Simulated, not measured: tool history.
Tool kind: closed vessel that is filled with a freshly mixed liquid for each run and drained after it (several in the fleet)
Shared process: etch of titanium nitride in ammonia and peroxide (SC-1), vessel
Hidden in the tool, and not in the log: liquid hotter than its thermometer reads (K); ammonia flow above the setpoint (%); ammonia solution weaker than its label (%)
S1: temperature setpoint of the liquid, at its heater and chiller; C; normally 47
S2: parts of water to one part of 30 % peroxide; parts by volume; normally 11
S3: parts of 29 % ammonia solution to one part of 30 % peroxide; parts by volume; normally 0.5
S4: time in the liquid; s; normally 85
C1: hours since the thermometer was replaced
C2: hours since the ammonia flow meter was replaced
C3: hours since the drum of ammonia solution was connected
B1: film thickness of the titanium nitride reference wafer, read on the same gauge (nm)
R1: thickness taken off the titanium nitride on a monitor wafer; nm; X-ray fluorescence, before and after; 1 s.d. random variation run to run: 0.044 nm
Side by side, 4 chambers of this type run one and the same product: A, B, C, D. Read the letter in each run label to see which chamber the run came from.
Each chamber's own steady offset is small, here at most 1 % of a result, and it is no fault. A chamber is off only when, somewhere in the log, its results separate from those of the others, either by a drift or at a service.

run 1B hour=4.4 | S1=47 S2=11 S3=0.5 S4=85 | C1=31.5 C2=37.0 C3=54.8 | B1=139.98 | R1=7.3393
run 2C hour=8.5 | S1=47 S2=11 S3=0.5 S4=85 | C1=995.1 C2=98.3 C3=44.5 | B1=139.99 | R1=7.3170
run 3A hour=11.5 | S1=47 S2=11 S3=0.5 S4=85 | C1=965.0 C2=47.3 C3=518.5 | B1=140.01 | R1=7.3866
run 4D hour=14.1 | S1=47 S2=11 S3=0.5 S4=85 | C1=1304.4 C2=341.7 C3=551.3 | B1=140.00 | R1=7.2668
run 5D hour=19.0 | S1=47 S2=11 S3=0.5 S4=85 | C1=1309.3 C2=346.6 C3=556.2 | B1=139.98 | R1=7.4272
run 6B hour=23.0 | S1=47 S2=11 S3=0.5 S4=85 | C1=50.1 C2=55.6 C3=73.4 | B1=140.00 | R1=7.3962
run 7C hour=26.4 | S1=47 S2=11 S3=0.5 S4=85 | C1=1013.0 C2=116.2 C3=62.4 | B1=140.01 | R1=7.3503
run 8A hour=30.4 | S1=47 S2=11 S3=0.5 S4=85 | C1=983.9 C2=66.2 C3=537.4 | B1=140.00 | R1=7.4873
run 9D hour=33.6 | S1=47 S2=11 S3=0.5 S4=85 | C1=1323.9 C2=361.2 C3=570.8 | B1=140.01 | R1=7.3406
run 10B hour=38.3 | S1=47 S2=11 S3=0.5 S4=85 | C1=65.4 C2=70.9 C3=88.7 | B1=140.01 | R1=7.3926
run 11C hour=41.6 | S1=47 S2=11 S3=0.5 S4=85 | C1=1028.2 C2=131.4 C3=77.6 | B1=140.05 | R1=7.2753
run 12A hour=46.7 | S1=47 S2=11 S3=0.5 S4=85 | C1=1000.2 C2=82.5 C3=553.7 | B1=140.01 | R1=7.3679
run 13C hour=52.2 | S1=47 S2=11 S3=0.5 S4=85 | C1=1038.8 C2=142.0 C3=88.2 | B1=140.04 | R1=7.4443
run 14A hour=56.3 | S1=47 S2=11 S3=0.5 S4=85 | C1=1009.8 C2=92.1 C3=563.3 | B1=139.94 | R1=7.3526
run 15D hour=61.2 | S1=47 S2=11 S3=0.5 S4=85 | C1=1351.5 C2=388.8 C3=598.4 | B1=140.02 | R1=7.2878
run 16B hour=65.3 | S1=47 S2=11 S3=0.5 S4=85 | C1=92.4 C2=97.9 C3=115.7 | B1=140.02 | R1=7.3148
run 17C hour=69.3 | S1=47 S2=11 S3=0.5 S4=85 | C1=1055.9 C2=159.1 C3=105.3 | B1=140.03 | R1=7.5507
run 18D hour=72.9 | S1=47 S2=11 S3=0.5 S4=85 | C1=1363.2 C2=400.5 C3=610.1 | B1=140.00 | R1=7.3288
run 19A hour=76.2 | S1=47 S2=11 S3=0.5 S4=85 | C1=1029.7 C2=112.0 C3=583.2 | B1=140.00 | R1=7.4446
run 20B hour=79.7 | S1=47 S2=11 S3=0.5 S4=100 | C1=106.8 C2=112.3 C3=130.1 | B1=140.00 | R1=8.6619
run 21B hour=84.4 | S1=47 S2=11 S3=0.5 S4=100 | C1=111.5 C2=117.0 C3=134.8 | B1=139.98 | R1=8.6638
-- hour=87.8 chamber D: new drum of ammonia solution connected
run 22A hour=89.3 | S1=47 S2=11 S3=0.5 S4=100 | C1=1042.8 C2=125.1 C3=596.3 | B1=140.00 | R1=8.7213
run 23C hour=94.8 | S1=47 S2=11 S3=0.5 S4=100 | C1=1081.4 C2=184.6 C3=130.8 | B1=140.02 | R1=9.1900
run 24D hour=100.2 | S1=47 S2=11 S3=0.5 S4=85 | C1=1390.5 C2=427.8 C3=12.4 | B1=140.00 | R1=7.3677
run 25D hour=103.4 | S1=47 S2=11 S3=0.5 S4=85 | C1=1393.7 C2=431.0 C3=15.6 | B1=140.00 | R1=7.3617
run 26B hour=106.1 | S1=47 S2=11 S3=0.5 S4=85 | C1=133.2 C2=138.7 C3=156.5 | B1=139.99 | R1=7.4152
run 27A hour=109.1 | S1=47 S2=11 S3=0.5 S4=85 | C1=1062.6 C2=144.9 C3=616.1 | B1=140.01 | R1=7.3885
run 28C hour=112.2 | S1=47 S2=11 S3=0.5 S4=85 | C1=1098.8 C2=202.0 C3=148.2 | B1=139.99 | R1=7.9994

Is one chamber off against the others, does the gauge drift, or is nothing wrong? If a chamber is off, say which, and what the likeliest cause is.

One chamber, C, drifts off from the rest bit by bit.
What lies behind it: liquid hotter than its thermometer reads (K) = 1.22.

Here are 4 candidates for chamber C's next run, each the usual settings with a change, their results left as question marks. Which one brings its results back in line with what the others give on the usual settings?
Maximum distance from the other chambers' mean on the usual settings for a result to count as in line: R1 0.1500 nm
run 29C-1 hour=116.4 | S1=47 S2=13.0 S3=0.50 S4=85 | R1=?
run 29C-2 hour=116.4 | S1=47 S2=11.5 S3=0.50 S4=75 | R1=?
run 29C-3 hour=116.4 | S1=47 S2=10.5 S3=0.50 S4=90 | R1=?
run 29C-4 hour=116.4 | S1=47 S2=8.5 S3=0.55 S4=85 | R1=?

The mean the other chambers reach with the usual settings: R1 7.3793 nm
run=29C-1 R1=7.3109
run=29C-2 R1=6.8814
run=29C-3 R1=8.6576
run=29C-4 R1=9.2527
With 29C-1, the chamber falls back in line with the rest.

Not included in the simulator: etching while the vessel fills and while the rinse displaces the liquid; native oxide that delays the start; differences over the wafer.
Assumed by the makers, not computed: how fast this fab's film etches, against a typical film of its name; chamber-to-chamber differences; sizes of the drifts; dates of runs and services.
